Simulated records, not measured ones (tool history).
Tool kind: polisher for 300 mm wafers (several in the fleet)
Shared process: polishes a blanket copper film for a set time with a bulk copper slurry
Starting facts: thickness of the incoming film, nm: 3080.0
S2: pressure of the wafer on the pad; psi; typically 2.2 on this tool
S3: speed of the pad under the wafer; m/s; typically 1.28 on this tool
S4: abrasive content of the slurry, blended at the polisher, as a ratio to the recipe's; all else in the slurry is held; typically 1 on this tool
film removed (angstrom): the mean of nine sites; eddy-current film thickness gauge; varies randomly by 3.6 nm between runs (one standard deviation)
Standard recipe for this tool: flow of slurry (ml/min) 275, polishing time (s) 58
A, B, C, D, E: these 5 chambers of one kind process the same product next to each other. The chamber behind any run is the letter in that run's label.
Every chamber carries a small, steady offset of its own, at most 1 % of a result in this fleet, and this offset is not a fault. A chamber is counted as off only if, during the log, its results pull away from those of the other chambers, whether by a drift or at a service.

-- hour=3.8 chamber E: slurry nozzle cleaned
run 1A hour=6.3 | flow_of_slurry_(ml/min)=275 S2=2.2 S3=1.28 S4=1 polishing_time_(s)=58 | film_removed_(angstrom)=5445.4
-- hour=10.2 chamber A: head pressure recalibrated
run 2B hour=12.3 | flow_of_slurry_(ml/min)=275 S2=2.2 S3=1.28 S4=1 polishing_time_(s)=58 | film_removed_(angstrom)=5360.5
run 3C hour=20.8 | flow_of_slurry_(ml/min)=275 S2=2.2 S3=1.28 S4=1 polishing_time_(s)=58 | film_removed_(angstrom)=5362.9
run 4E hour=27.4 | flow_of_slurry_(ml/min)=275 S2=2.2 S3=1.28 S4=1 polishing_time_(s)=58 | film_removed_(angstrom)=5310.2
-- hour=30.7 chamber E: slurry blender recalibrated
-- hour=32.8 chamber B: slurry blender recalibrated
run 5D hour=36.7 | flow_of_slurry_(ml/min)=275 S2=2.2 S3=1.28 S4=1 polishing_time_(s)=58 | film_removed_(angstrom)=5404.9
-- hour=38.7 chamber B: worn pad replaced by a new one
run 6B hour=41 | flow_of_slurry_(ml/min)=275 S2=2.2 S3=1.28 S4=1 polishing_time_(s)=58 | film_removed_(angstrom)=5428.6
run 7A hour=46 | flow_of_slurry_(ml/min)=275 S2=2.2 S3=1.28 S4=1 polishing_time_(s)=58 | film_removed_(angstrom)=5411.2
-- hour=47.2 chamber E: worn pad replaced by a new one
run 8E hour=50.7 | flow_of_slurry_(ml/min)=275 S2=2.2 S3=1.28 S4=1 polishing_time_(s)=58 | film_removed_(angstrom)=5404.5
-- hour=52.8 chamber C: worn pad replaced by a new one
-- hour=56.6 chamber D: slurry blender recalibrated
run 9C hour=59.5 | flow_of_slurry_(ml/min)=275 S2=2.2 S3=1.28 S4=1 polishing_time_(s)=58 | film_removed_(angstrom)=5415.6
-- hour=62.1 chamber A: worn pad replaced by a new one
run 10D hour=67 | flow_of_slurry_(ml/min)=275 S2=2.2 S3=1.28 S4=1 polishing_time_(s)=58 | film_removed_(angstrom)=5389.1
run 11E hour=76.4 | flow_of_slurry_(ml/min)=275 S2=2.2 S3=1.28 S4=1 polishing_time_(s)=58 | film_removed_(angstrom)=5354.6
run 12C hour=80.9 | flow_of_slurry_(ml/min)=275 S2=2.2 S3=1.28 S4=1 polishing_time_(s)=58 | film_removed_(angstrom)=5356.9
-- hour=86.7 chamber C: slurry nozzle cleaned
run 13D hour=87 | flow_of_slurry_(ml/min)=275 S2=2.2 S3=1.28 S4=1 polishing_time_(s)=58 | film_removed_(angstrom)=5421
run 14B hour=91.6 | flow_of_slurry_(ml/min)=275 S2=2.2 S3=1.28 S4=1 polishing_time_(s)=58 | film_removed_(angstrom)=5387.9
-- hour=95.3 chamber D: worn pad replaced by a new one
run 15A hour=98 | flow_of_slurry_(ml/min)=275 S2=2.2 S3=1.28 S4=1 polishing_time_(s)=58 | film_removed_(angstrom)=5425.9
-- hour=104.6 chamber B: slurry nozzle cleaned
-- hour=104.9 chamber E: worn pad replaced by a new one
run 16A hour=107.2 | flow_of_slurry_(ml/min)=275 S2=2.2 S3=1.28 S4=1 polishing_time_(s)=58 | film_removed_(angstrom)=5385.3
run 17E hour=114.1 | flow_of_slurry_(ml/min)=275 S2=2.2 S3=1.28 S4=1 polishing_time_(s)=58 | film_removed_(angstrom)=5303.3
-- hour=115.8 chamber C: worn pad replaced by a new one
run 18D hour=123.3 | flow_of_slurry_(ml/min)=275 S2=2.2 S3=1.28 S4=1 polishing_time_(s)=58 | film_removed_(angstrom)=5422.6
run 19B hour=132.6 | flow_of_slurry_(ml/min)=275 S2=2.2 S3=1.28 S4=1 polishing_time_(s)=58 | film_removed_(angstrom)=5396.2
run 20C hour=137 | flow_of_slurry_(ml/min)=275 S2=2.2 S3=1.28 S4=1 polishing_time_(s)=58 | film_removed_(angstrom)=5392.3
run 21B hour=145.4 | flow_of_slurry_(ml/min)=275 S2=2.2 S3=1.28 S4=1 polishing_time_(s)=58 | film_removed_(angstrom)=5338.1
run 22C hour=150.1 | flow_of_slurry_(ml/min)=275 S2=2.2 S3=1.28 S4=1 polishing_time_(s)=58 | film_removed_(angstrom)=5411.8
-- hour=150.3 chamber D: slurry nozzle cleaned
-- hour=152.8 chamber A: worn pad replaced by a new one
run 23D hour=156 | flow_of_slurry_(ml/min)=275 S2=2.2 S3=1.28 S4=1 polishing_time_(s)=58 | film_removed_(angstrom)=5425.4
run 24A hour=163.1 | flow_of_slurry_(ml/min)=275 S2=2.2 S3=1.28 S4=1 polishing_time_(s)=58 | film_removed_(angstrom)=5404.1
run 25E hour=172.4 | flow_of_slurry_(ml/min)=345 S2=2.2 S3=1.28 S4=1.3 polishing_time_(s)=58 | film_removed_(angstrom)=5778.4
-- hour=173 chamber B: worn pad replaced by a new one
-- hour=175.6 chamber A: slurry blender recalibrated
run 26E hour=177.4 | flow_of_slurry_(ml/min)=345 S2=2.2 S3=1.28 S4=1.3 polishing_time_(s)=58 | film_removed_(angstrom)=5835.1
-- hour=178.3 chamber C: worn pad replaced by a new one
-- hour=179.7 chamber E: worn pad replaced by a new one
run 27C hour=182 | flow_of_slurry_(ml/min)=345 S2=2.2 S3=1.28 S4=1.3 polishing_time_(s)=58 | film_removed_(angstrom)=5762.9
-- hour=186.4 chamber B: slurry blender recalibrated
run 28B hour=188.2 | flow_of_slurry_(ml/min)=345 S2=2.2 S3=1.28 S4=1.3 polishing_time_(s)=58 | film_removed_(angstrom)=5777
run 29A hour=192.8 | flow_of_slurry_(ml/min)=345 S2=2.2 S3=1.28 S4=1.3 polishing_time_(s)=58 | film_removed_(angstrom)=5856.9
run 30D hour=197.8 | flow_of_slurry_(ml/min)=275 S2=2.2 S3=1.28 S4=1 polishing_time_(s)=58 | film_removed_(angstrom)=5415.3
run 31C hour=202.9 | flow_of_slurry_(ml/min)=275 S2=2.2 S3=1.28 S4=1 polishing_time_(s)=58 | film_removed_(angstrom)=5411
run 32B hour=207.7 | flow_of_slurry_(ml/min)=275 S2=2.2 S3=1.28 S4=1 polishing_time_(s)=58 | film_removed_(angstrom)=5401.2
-- hour=210 chamber E: head pressure recalibrated
-- hour=210.7 chamber E: slurry blender recalibrated
-- hour=216.4 chamber D: worn pad replaced by a new one
run 33D hour=217 | flow_of_slurry_(ml/min)=275 S2=2.2 S3=1.28 S4=1 polishing_time_(s)=58 | film_removed_(angstrom)=5384.7
run 34A hour=224.4 | flow_of_slurry_(ml/min)=275 S2=2.2 S3=1.28 S4=1 polishing_time_(s)=58 | film_removed_(angstrom)=5498.9
-- hour=226.7 chamber E: slurry nozzle cleaned
-- hour=227 chamber A: worn pad replaced by a new one
run 35E hour=231.6 | flow_of_slurry_(ml/min)=275 S2=2.2 S3=1.28 S4=1 polishing_time_(s)=58 | film_removed_(angstrom)=5343.4
-- hour=235.5 chamber C: worn pad replaced by a new one
run 36E hour=239.7 | flow_of_slurry_(ml/min)=275 S2=2.2 S3=1.28 S4=1 polishing_time_(s)=58 | film_removed_(angstrom)=5335.4
-- hour=245.2 chamber E: worn pad replaced by a new one
run 37A hour=246.8 | flow_of_slurry_(ml/min)=275 S2=2.2 S3=1.28 S4=0.9 polishing_time_(s)=40 | film_removed_(angstrom)=3679
run 38B hour=256 | flow_of_slurry_(ml/min)=275 S2=2.2 S3=1.28 S4=0.9 polishing_time_(s)=40 | film_removed_(angstrom)=3612.2
run 39D hour=262.9 | flow_of_slurry_(ml/min)=275 S2=2.2 S3=1.28 S4=0.9 polishing_time_(s)=40 | film_removed_(angstrom)=3648.7
run 40C hour=268.2 | flow_of_slurry_(ml/min)=275 S2=2.2 S3=1.28 S4=0.9 polishing_time_(s)=40 | film_removed_(angstrom)=3600.7
run 41D hour=272.9 | flow_of_slurry_(ml/min)=275 S2=2.2 S3=1.28 S4=0.9 polishing_time_(s)=40 | film_removed_(angstrom)=3675.6
run 42B hour=280.4 | flow_of_slurry_(ml/min)=275 S2=2.2 S3=1.28 S4=1 polishing_time_(s)=58 | film_removed_(angstrom)=5329.1
run 43E hour=288.1 | flow_of_slurry_(ml/min)=275 S2=2.2 S3=1.28 S4=1 polishing_time_(s)=58 | film_removed_(angstrom)=5312.8
run 44C hour=295.5 | flow_of_slurry_(ml/min)=275 S2=2.2 S3=1.28 S4=1 polishing_time_(s)=58 | film_removed_(angstrom)=5385.1

All 5 chambers run these settings next. Forecast each chamber's results:
run 45A hour=302.2 | flow_of_slurry_(ml/min)=275 S2=2.2 S3=1.28 S4=1 polishing_time_(s)=58 | film_removed_(angstrom)=?
run 45B hour=302.2 | flow_of_slurry_(ml/min)=275 S2=2.2 S3=1.28 S4=1 polishing_time_(s)=58 | film_removed_(angstrom)=?
run 45C hour=302.2 | flow_of_slurry_(ml/min)=275 S2=2.2 S3=1.28 S4=1 polishing_time_(s)=58 | film_removed_(angstrom)=?
run 45D hour=302.2 | flow_of_slurry_(ml/min)=275 S2=2.2 S3=1.28 S4=1 polishing_time_(s)=58 | film_removed_(angstrom)=?
run 45E hour=302.2 | flow_of_slurry_(ml/min)=275 S2=2.2 S3=1.28 S4=1 polishing_time_(s)=58 | film_removed_(angstrom)=?

run=45A film_removed_(angstrom)=5397.9
run=45B film_removed_(angstrom)=5363.6
run=45C film_removed_(angstrom)=5434.9
run=45D film_removed_(angstrom)=5432.6
run=45E film_removed_(angstrom)=5321.7

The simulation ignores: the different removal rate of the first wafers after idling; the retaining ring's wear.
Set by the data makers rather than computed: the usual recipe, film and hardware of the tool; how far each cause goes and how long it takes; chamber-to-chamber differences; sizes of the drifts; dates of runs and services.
